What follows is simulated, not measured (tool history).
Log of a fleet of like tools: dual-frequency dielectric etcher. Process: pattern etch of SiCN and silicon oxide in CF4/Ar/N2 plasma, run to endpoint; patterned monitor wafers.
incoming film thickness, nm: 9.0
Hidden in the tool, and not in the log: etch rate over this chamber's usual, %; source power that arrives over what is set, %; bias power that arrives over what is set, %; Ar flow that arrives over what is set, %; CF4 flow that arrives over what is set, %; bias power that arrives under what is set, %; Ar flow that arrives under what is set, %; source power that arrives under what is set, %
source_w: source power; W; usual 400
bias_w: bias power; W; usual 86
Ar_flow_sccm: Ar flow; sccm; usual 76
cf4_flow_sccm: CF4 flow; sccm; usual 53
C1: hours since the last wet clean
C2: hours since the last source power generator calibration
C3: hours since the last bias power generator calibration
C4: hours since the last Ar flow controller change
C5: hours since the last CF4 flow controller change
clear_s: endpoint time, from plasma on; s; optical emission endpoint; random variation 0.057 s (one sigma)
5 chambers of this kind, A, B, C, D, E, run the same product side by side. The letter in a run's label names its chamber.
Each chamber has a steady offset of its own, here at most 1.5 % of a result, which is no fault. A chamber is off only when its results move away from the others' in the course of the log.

-- day=0.071 chamber A: wet clean of the chamber
run 1B day=0.417 | source_w=400 bias_w=86 Ar_flow_sccm=76 cf4_flow_sccm=53 | C1=301.8 C2=2557.8 C3=2681.5 C4=1540.1 C5=553.3 | clear_s=11.069
run 2A day=0.667 | source_w=400 bias_w=86 Ar_flow_sccm=76 cf4_flow_sccm=53 | C1=14.3 C2=993.6 C3=1195.9 C4=3800.8 C5=2533.5 | clear_s=10.818
-- day=0.938 chamber D: bias power generator calibrated
run 3D day=1.075 | source_w=400 bias_w=86 Ar_flow_sccm=76 cf4_flow_sccm=53 | C1=524.1 C2=3513.7 C3=3.3 C4=2930.9 C5=925.5 | clear_s=10.939
run 4E day=1.312 | source_w=400 bias_w=86 Ar_flow_sccm=76 cf4_flow_sccm=53 | C1=40.2 C2=3311.6 C3=1353.7 C4=1580 C5=1595.7 | clear_s=10.892
run 5C day=1.725 | source_w=400 bias_w=86 Ar_flow_sccm=76 cf4_flow_sccm=53 | C1=360.3 C2=293.9 C3=3445.7 C4=314.8 C5=4027.6 | clear_s=10.938
-- day=1.821 chamber A: Ar flow controller replaced
run 6A day=1.996 | source_w=400 bias_w=86 Ar_flow_sccm=76 cf4_flow_sccm=53 | C1=46.2 C2=1025.5 C3=1227.8 C4=4.2 C5=2565.4 | clear_s=10.851
run 7B day=2.408 | source_w=400 bias_w=86 Ar_flow_sccm=76 cf4_flow_sccm=53 | C1=349.6 C2=2605.6 C3=2729.3 C4=1587.9 C5=601.1 | clear_s=11.064
-- day=2.412 chamber B: bias power generator calibrated
run 8E day=2.758 | source_w=400 bias_w=86 Ar_flow_sccm=76 cf4_flow_sccm=53 | C1=74.9 C2=3346.3 C3=1388.4 C4=1614.7 C5=1630.4 | clear_s=10.967
-- day=2.825 chamber C: wet clean of the chamber
-- day=2.917 chamber B: source power generator calibrated
run 9D day=3.054 | source_w=400 bias_w=86 Ar_flow_sccm=76 cf4_flow_sccm=53 | C1=571.6 C2=3561.2 C3=50.8 C4=2978.4 C5=973 | clear_s=10.911
run 10C day=3.412 | source_w=320 bias_w=86 Ar_flow_sccm=63 cf4_flow_sccm=53 | C1=14.1 C2=334.4 C3=3486.2 C4=355.3 C5=4068.1 | clear_s=12.932
-- day=3.438 chamber D: wet clean of the chamber
run 11B day=3.679 | source_w=320 bias_w=86 Ar_flow_sccm=63 cf4_flow_sccm=53 | C1=380.1 C2=18.3 C3=30.5 C4=1618.4 C5=631.6 | clear_s=13.182
run 12E day=3.871 | source_w=320 bias_w=86 Ar_flow_sccm=63 cf4_flow_sccm=53 | C1=101.6 C2=3373 C3=1415.1 C4=1641.4 C5=1657.1 | clear_s=13.056
run 13A day=4.246 | source_w=320 bias_w=86 Ar_flow_sccm=63 cf4_flow_sccm=53 | C1=100.2 C2=1079.5 C3=1281.8 C4=58.2 C5=2619.4 | clear_s=12.827
run 14C day=4.467 | source_w=320 bias_w=86 Ar_flow_sccm=63 cf4_flow_sccm=53 | C1=39.4 C2=359.7 C3=3511.5 C4=380.6 C5=4093.4 | clear_s=12.956
run 15D day=4.758 | source_w=400 bias_w=86 Ar_flow_sccm=76 cf4_flow_sccm=53 | C1=31.8 C2=3602.1 C3=91.7 C4=3019.3 C5=1013.9 | clear_s=10.91
-- day=4.929 chamber C: CF4 flow controller replaced
run 16A day=5.092 | source_w=400 bias_w=86 Ar_flow_sccm=76 cf4_flow_sccm=53 | C1=120.5 C2=1099.8 C3=1302.1 C4=78.5 C5=2639.7 | clear_s=10.771
-- day=5.288 chamber B: wet clean of the chamber
run 17B day=5.371 | source_w=400 bias_w=86 Ar_flow_sccm=76 cf4_flow_sccm=53 | C1=2.1 C2=58.9 C3=71.1 C4=1659 C5=672.2 | clear_s=10.575
run 18C day=5.642 | source_w=400 bias_w=86 Ar_flow_sccm=76 cf4_flow_sccm=53 | C1=67.6 C2=387.9 C3=3539.7 C4=408.8 C5=17.1 | clear_s=10.914
run 19E day=6 | source_w=400 bias_w=86 Ar_flow_sccm=76 cf4_flow_sccm=53 | C1=152.7 C2=3424.1 C3=1466.2 C4=1692.5 C5=1708.2 | clear_s=10.871
run 20D day=6.362 | source_w=440 bias_w=68 Ar_flow_sccm=76 cf4_flow_sccm=53 | C1=70.3 C2=3640.6 C3=130.2 C4=3057.8 C5=1052.4 | clear_s=10.85
run 21E day=6.725 | source_w=440 bias_w=68 Ar_flow_sccm=76 cf4_flow_sccm=53 | C1=170.1 C2=3441.5 C3=1483.6 C4=1709.9 C5=1725.6 | clear_s=10.854
run 22D day=7.096 | source_w=440 bias_w=68 Ar_flow_sccm=76 cf4_flow_sccm=53 | C1=87.9 C2=3658.2 C3=147.8 C4=3075.4 C5=1070 | clear_s=10.901
run 23A day=7.296 | source_w=440 bias_w=68 Ar_flow_sccm=76 cf4_flow_sccm=53 | C1=173.4 C2=1152.7 C3=1355 C4=131.4 C5=2692.6 | clear_s=10.744
run 24B day=7.558 | source_w=440 bias_w=68 Ar_flow_sccm=76 cf4_flow_sccm=53 | C1=54.6 C2=111.4 C3=123.6 C4=1711.5 C5=724.7 | clear_s=10.545
run 25C day=7.808 | source_w=400 bias_w=86 Ar_flow_sccm=76 cf4_flow_sccm=53 | C1=119.6 C2=439.9 C3=3591.7 C4=460.8 C5=69.1 | clear_s=10.937
run 26D day=8.025 | source_w=400 bias_w=102 Ar_flow_sccm=86 cf4_flow_sccm=53 | C1=110.2 C2=3680.5 C3=170.1 C4=3097.7 C5=1092.3 | clear_s=10.436
run 27B day=8.358 | source_w=400 bias_w=102 Ar_flow_sccm=86 cf4_flow_sccm=53 | C1=73.8 C2=130.6 C3=142.8 C4=1730.7 C5=743.9 | clear_s=10.094
run 28C day=8.642 | source_w=400 bias_w=102 Ar_flow_sccm=86 cf4_flow_sccm=53 | C1=139.6 C2=459.9 C3=3611.7 C4=480.8 C5=89.1 | clear_s=10.423
run 29E day=9.046 | source_w=400 bias_w=102 Ar_flow_sccm=86 cf4_flow_sccm=53 | C1=225.8 C2=3497.2 C3=1539.3 C4=1765.6 C5=1781.3 | clear_s=10.508
run 30A day=9.338 | source_w=400 bias_w=102 Ar_flow_sccm=86 cf4_flow_sccm=53 | C1=222.4 C2=1201.7 C3=1404 C4=180.4 C5=2741.6 | clear_s=10.376
run 31D day=9.625 | source_w=400 bias_w=86 Ar_flow_sccm=76 cf4_flow_sccm=53 | C1=148.6 C2=3718.9 C3=208.5 C4=3136.1 C5=1130.7 | clear_s=10.867
run 32C day=10.033 | source_w=400 bias_w=86 Ar_flow_sccm=76 cf4_flow_sccm=53 | C1=173 C2=493.3 C3=3645.1 C4=514.2 C5=122.5 | clear_s=10.954
run 33A day=10.25 | source_w=400 bias_w=86 Ar_flow_sccm=76 cf4_flow_sccm=53 | C1=244.3 C2=1223.6 C3=1425.9 C4=202.3 C5=2763.5 | clear_s=10.864
run 34B day=10.638 | source_w=400 bias_w=86 Ar_flow_sccm=76 cf4_flow_sccm=53 | C1=128.5 C2=185.3 C3=197.5 C4=1785.4 C5=798.6 | clear_s=10.641
run 35E day=10.925 | source_w=400 bias_w=86 Ar_flow_sccm=76 cf4_flow_sccm=53 | C1=270.9 C2=3542.3 C3=1584.4 C4=1810.7 C5=1826.4 | clear_s=10.908
run 36B day=11.308 | source_w=400 bias_w=86 Ar_flow_sccm=76 cf4_flow_sccm=53 | C1=144.6 C2=201.4 C3=213.6 C4=1801.5 C5=814.7 | clear_s=10.562
run 37C day=11.604 | source_w=400 bias_w=86 Ar_flow_sccm=76 cf4_flow_sccm=53 | C1=210.7 C2=531 C3=3682.8 C4=551.9 C5=160.2 | clear_s=10.929
run 38E day=11.988 | source_w=450 bias_w=86 Ar_flow_sccm=76 cf4_flow_sccm=58 | C1=296.4 C2=3567.8 C3=1609.9 C4=1836.2 C5=1851.9 | clear_s=9.7507
run 39A day=12.167 | source_w=450 bias_w=86 Ar_flow_sccm=76 cf4_flow_sccm=58 | C1=290.3 C2=1269.6 C3=1471.9 C4=248.3 C5=2809.5 | clear_s=9.7526
run 40D day=12.533 | source_w=450 bias_w=86 Ar_flow_sccm=76 cf4_flow_sccm=58 | C1=218.4 C2=3788.7 C3=278.3 C4=3205.9 C5=1200.5 | clear_s=9.7051

All 5 chambers run these settings next. Forecast each chamber's results:
run 41A day=12.829 | source_w=400 bias_w=86 Ar_flow_sccm=76 cf4_flow_sccm=53 | clear_s=?
run 41B day=12.829 | source_w=400 bias_w=86 Ar_flow_sccm=76 cf4_flow_sccm=53 | clear_s=?
run 41C day=12.829 | source_w=400 bias_w=86 Ar_flow_sccm=76 cf4_flow_sccm=53 | clear_s=?
run 41D day=12.829 | source_w=400 bias_w=86 Ar_flow_sccm=76 cf4_flow_sccm=53 | clear_s=?
run 41E day=12.829 | source_w=400 bias_w=86 Ar_flow_sccm=76 cf4_flow_sccm=53 | clear_s=?

run=41A clear_s=10.757
run=41B clear_s=10.647
run=41C clear_s=10.902
run=41D clear_s=10.838
run=41E clear_s=10.966

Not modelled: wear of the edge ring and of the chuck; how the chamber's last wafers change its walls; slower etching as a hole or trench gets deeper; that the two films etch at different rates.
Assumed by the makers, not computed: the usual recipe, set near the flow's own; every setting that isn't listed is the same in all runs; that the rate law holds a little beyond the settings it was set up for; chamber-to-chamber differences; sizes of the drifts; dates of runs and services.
